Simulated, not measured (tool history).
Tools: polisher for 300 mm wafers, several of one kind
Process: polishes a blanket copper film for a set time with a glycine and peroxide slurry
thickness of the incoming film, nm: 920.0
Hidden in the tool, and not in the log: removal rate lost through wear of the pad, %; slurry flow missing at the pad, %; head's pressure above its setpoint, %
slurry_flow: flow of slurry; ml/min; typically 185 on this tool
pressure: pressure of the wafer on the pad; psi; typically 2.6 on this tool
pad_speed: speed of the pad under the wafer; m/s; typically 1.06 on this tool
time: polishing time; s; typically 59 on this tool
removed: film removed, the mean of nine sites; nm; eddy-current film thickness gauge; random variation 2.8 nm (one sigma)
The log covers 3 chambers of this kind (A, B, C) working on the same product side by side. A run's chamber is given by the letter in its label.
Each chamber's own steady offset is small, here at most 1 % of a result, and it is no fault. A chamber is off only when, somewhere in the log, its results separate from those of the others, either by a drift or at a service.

run   hour  slurry_flow  pressure  pad_speed  time  wafers polished on this pad  hours since the slurry nozzle was cleaned  hours since the head pressure was calibrated  removed
 1B    7.3          185       2.6       1.06    59                          630                                      187.6                                         957.9   293.94
      15.2  -- chamber B: worn pad replaced by a new one
 2C   22.1          185       2.6       1.06    59                          846                                      318.6                                           626   297.38
 3A   37.8          185       2.6       1.06    59                          482                                      679.7                                         309.3   302.62
 4C   46.4          185       2.6       1.06    59                         1057                                      342.9                                         650.3   293.95
 5B   57.6          185       2.6       1.06    59                          367                                      237.9                                        1008.2      298
      66.3  -- chamber A: worn pad replaced by a new one
 6A   69.6          185       2.6       1.06    59                           29                                      711.5                                         341.1   296.15
      73.4  -- chamber A: slurry nozzle cleaned
 7B   81.8          130       2.6       1.38    59                          577                                      262.1                                        1032.4   348.08
      87.1  -- chamber B: worn pad replaced by a new one
 8A   92.9          130       2.6       1.38    59                          231                                       19.5                                         364.4   351.36
 9C  101.4          130       2.6       1.38    59                         1534                                      397.9                                         705.3   340.52
10B  111.4          185       2.6       1.06    59                          210                                      291.7                                          1062   299.51
     121.1  -- chamber B: head pressure recalibrated
11C  124.4          185       2.6       1.06    59                         1734                                      420.9                                         728.3   282.91
     127.9  -- chamber C: slurry nozzle cleaned
12A  135.5          185       2.6       1.06    59                          600                                       62.1                                           407   301.28
13B  148.5          185       2.6       1.06    59                          532                                      328.8                                          27.5   293.89
     151.9  -- chamber B: worn pad replaced by a new one
     156.5  -- chamber A: worn pad replaced by a new one
14C  158.3          185       2.6       1.06    59                         2028                                       30.4                                         762.2   282.77
15A  170.6          185       2.6       1.06    59                          122                                       97.2                                         442.1   300.62
16B  178.9          215       2.6       1.06    59                          234                                      359.2                                          57.9   299.75
17C  189.4          215       2.6       1.06    59                         2297                                       61.5                                         793.3   278.68
18A  204.6          215       2.6       1.06    59                          417                                      131.2                                         476.1   310.24
19B  214.6          185       2.6       1.06    59                          543                                      394.9                                          93.6   298.92
20A  228.8          185       2.6       1.06    59                          627                                      155.4                                         500.3    300.6
     231.5  -- chamber B: worn pad replaced by a new one
21C  240.1          185       2.6       1.06    59                         2737                                      112.2                                           844   269.43
22B  251.8          185       2.6       1.06    59                          176                                      432.1                                         130.8   291.73
     256.7  -- chamber A: worn pad replaced by a new one
23C  260.9          185       2.6       1.06    59                         2918                                        133                                         864.8    259.7
24A  273.8          185       2.6       1.06    59                          148                                      200.4                                         545.3   298.37

All 3 chambers run these settings next. Forecast each chamber's results:
25A  285.1          215       2.6       1.06    59                                                                                                                              ?
25B  285.1          215       2.6       1.06    59                                                                                                                              ?
25C  285.1          215       2.6       1.06    59                                                                                                                              ?

run  removed
25A   308.47
25B   301.72
25C   262.99
